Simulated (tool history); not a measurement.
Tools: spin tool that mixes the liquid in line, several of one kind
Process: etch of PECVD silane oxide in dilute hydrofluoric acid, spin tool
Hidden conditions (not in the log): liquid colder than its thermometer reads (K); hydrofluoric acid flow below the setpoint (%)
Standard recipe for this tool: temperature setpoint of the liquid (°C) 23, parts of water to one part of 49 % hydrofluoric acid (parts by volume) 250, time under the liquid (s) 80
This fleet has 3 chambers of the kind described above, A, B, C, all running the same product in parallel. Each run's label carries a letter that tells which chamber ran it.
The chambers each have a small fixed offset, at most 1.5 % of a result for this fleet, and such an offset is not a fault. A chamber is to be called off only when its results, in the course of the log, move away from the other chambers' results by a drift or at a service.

run   hour  temperature setpoint of the liquid (°C)  parts of water to one part of 49 % hydrofluoric acid (parts by volume)  time under the liquid (s)  hours since the thermometer was replaced  hours since the hydrofluoric acid flow meter was replaced  read-back film thickness of the PECVD silane oxide reference wafer, read on the same gauge (nm)  thickness taken off the PECVD silane oxide on a monitor wafer (angstrom)
 1A    6.3                                       23                                                                     250                         80                                    1035.9                                                      707.9                                                                                           89.992                                                                    81.684
 2C   14.4                                       23                                                                     250                         80                                     241.2                                                      906.7                                                                                           90.019                                                                    81.729
 3B   22.2                                       23                                                                     250                         80                                    1353.1                                                       1030                                                                                           89.987                                                                    81.826
 4C   32.8                                       23                                                                     250                         80                                     259.6                                                      925.1                                                                                           89.994                                                                    81.297
 5A   43.7                                       23                                                                     250                         80                                    1073.3                                                      745.3                                                                                           90.032                                                                    81.429
 6B   50.8                                       23                                                                     250                         80                                    1381.7                                                     1058.6                                                                                           89.958                                                                    81.294
 7A     60                                       23                                                                     250                         80                                    1089.6                                                      761.6                                                                                           89.976                                                                    81.949
 8B   69.6                                       20                                                                     250                         80                                    1400.5                                                     1077.4                                                                                           90.013                                                                    72.637
 9C   78.4                                       20                                                                     250                         80                                     305.2                                                      970.7                                                                                           90.003                                                                    73.052
10A   84.5                                       20                                                                     250                         80                                    1114.1                                                      786.1                                                                                           90.022                                                                    73.274
11B     93                                       23                                                                     250                         80                                    1423.9                                                     1100.8                                                                                           90.014                                                                    80.894
12C   99.1                                       23                                                                     250                         80                                     325.9                                                      991.4                                                                                           90.011                                                                    82.363
13B  105.8                                       23                                                                     250                         80                                    1436.7                                                     1113.6                                                                                           90.012                                                                    81.167
14C  113.3                                       23                                                                     250                         80                                     340.1                                                     1005.6                                                                                           89.975                                                                    82.131
15A  124.2                                       23                                                                     250                         80                                    1153.8                                                      825.8                                                                                           89.995                                                                    82.331
16C  135.7                                       23                                                                     310                         60                                     362.5                                                       1028                                                                                           89.977                                                                    46.578
17A  143.8                                       23                                                                     310                         60                                    1173.4                                                      845.4                                                                                           89.988                                                                    46.642
18B  155.5                                       23                                                                     310                         60                                    1486.4                                                     1163.3                                                                                           89.992                                                                    46.331
19B  166.4                                       23                                                                     250                         80                                    1497.3                                                     1174.2                                                                                           89.999                                                                    80.018
20C  177.4                                       23                                                                     250                         80                                     404.2                                                     1069.7                                                                                           89.996                                                                    81.949
21A  184.1                                       23                                                                     250                         80                                    1213.7                                                      885.7                                                                                           90.019                                                                    82.284
22A  193.5                                       23                                                                     250                         80                                    1223.1                                                      895.1                                                                                           90.032                                                                    82.207
23C  198.8                                       21                                                                     370                         80                                     425.6                                                     1091.1                                                                                            90.02                                                                    46.193
24B  210.5                                       21                                                                     370                         80                                    1541.4                                                     1218.3                                                                                           90.009                                                                    45.435
25A  216.3                                       21                                                                     370                         80                                    1245.9                                                      917.9                                                                                           90.006                                                                    46.214
26B  224.2                                       23                                                                     250                         80                                    1555.1                                                       1232                                                                                           90.001                                                                    79.555
27C  233.5                                       23                                                                     250                         80                                     460.3                                                     1125.8                                                                                           90.001                                                                     81.53

For the next run the whole fleet of 3 chambers uses the same settings. Give each chamber's results:
28A  241.8                                       23                                                                     250                        100                                                                                                                                                                                                                                                                               ?
28B  241.8                                       23                                                                     250                        100                                                                                                                                                                                                                                                                               ?
28C  241.8                                       23                                                                     250                        100                                                                                                                                                                                                                                                                               ?

run  thickness taken off the PECVD silane oxide on a monitor wafer (angstrom)
28A                                                                    102.64
28B                                                                    99.287
28C                                                                    102.52
